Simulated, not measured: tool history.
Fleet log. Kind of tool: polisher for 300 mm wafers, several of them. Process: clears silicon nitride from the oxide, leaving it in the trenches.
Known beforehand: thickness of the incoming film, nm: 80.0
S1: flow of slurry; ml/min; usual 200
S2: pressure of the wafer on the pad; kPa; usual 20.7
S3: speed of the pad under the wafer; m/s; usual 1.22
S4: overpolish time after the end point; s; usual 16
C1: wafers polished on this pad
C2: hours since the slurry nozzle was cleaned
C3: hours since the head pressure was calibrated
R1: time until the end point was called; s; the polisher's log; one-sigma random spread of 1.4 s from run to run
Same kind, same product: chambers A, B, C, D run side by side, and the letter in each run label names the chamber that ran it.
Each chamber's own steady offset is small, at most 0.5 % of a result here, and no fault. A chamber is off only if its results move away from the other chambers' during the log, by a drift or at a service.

run	day	S1	S2	S3	S4	C1	C2	C3	R1
1A	0.133	200	20.7	1.22	16	255	429.9	484.8	79.467
2B	0.246	200	20.7	1.22	16	948	478.6	123.2	78.768
3C	0.375	200	20.7	1.22	16	423	53.2	55.2	77.502
4D	0.467	200	20.7	1.22	16	983	29.6	138.9	76.350
5D	0.579	200	20.7	1.22	16	1002	32.3	141.6	77.542
# day 0.746: chamber B: worn pad replaced by a new one
6B	0.762	200	20.7	1.22	16	2	491.0	135.6	79.240
7A	0.917	200	20.7	1.22	16	385	448.7	503.6	78.481
8C	1.088	200	20.7	1.22	16	541	70.3	72.3	77.238
9B	1.271	200	20.7	1.22	16	87	503.2	147.8	78.022
10C	1.417	200	20.7	1.22	16	596	78.2	80.2	77.638
11D	1.546	200	20.7	1.22	16	1163	55.5	164.8	79.465
12A	1.667	200	20.7	1.22	16	510	466.7	521.6	76.796
# day 1.733: chamber A: worn pad replaced by a new one
# day 1.796: chamber D: worn pad replaced by a new one
13D	1.858	200	20.7	1.22	16	10	63.0	172.3	80.755
# day 1.975: chamber C: worn pad replaced by a new one
14B	2.004	200	20.7	1.22	16	209	520.8	165.4	76.354
15A	2.104	200	20.7	1.22	16	62	477.2	532.1	79.509
16C	2.246	200	20.7	1.22	16	45	98.1	100.1	76.787
17B	2.350	200	20.7	1.22	16	266	529.1	173.7	81.750
18D	2.496	200	20.7	1.22	16	116	78.3	187.6	78.993
19C	2.658	200	20.7	1.22	16	113	108.0	110.0	74.726
20A	2.762	200	20.7	1.22	16	171	493.0	547.9	79.225
21A	2.946	230	15.9	1.22	16	202	497.4	552.3	104.180
22C	3.046	230	15.9	1.22	16	178	117.3	119.3	98.007
23D	3.225	230	15.9	1.22	16	237	95.8	205.1	98.124
24B	3.333	230	15.9	1.22	16	430	552.7	197.3	98.414
25C	3.446	200	20.7	1.06	16	244	126.9	128.9	90.675
26B	3.638	200	20.7	1.06	16	480	560.0	204.6	88.338
27A	3.804	200	20.7	1.06	16	344	518.0	572.9	89.045

What goes on in this fleet: one chamber off, a drifting gauge, or nothing beyond the chambers' own small offsets? Name the chamber and the cause, if any.

The fleet is healthy, with each chamber sitting at its usual small offset and no drift in the gauge.
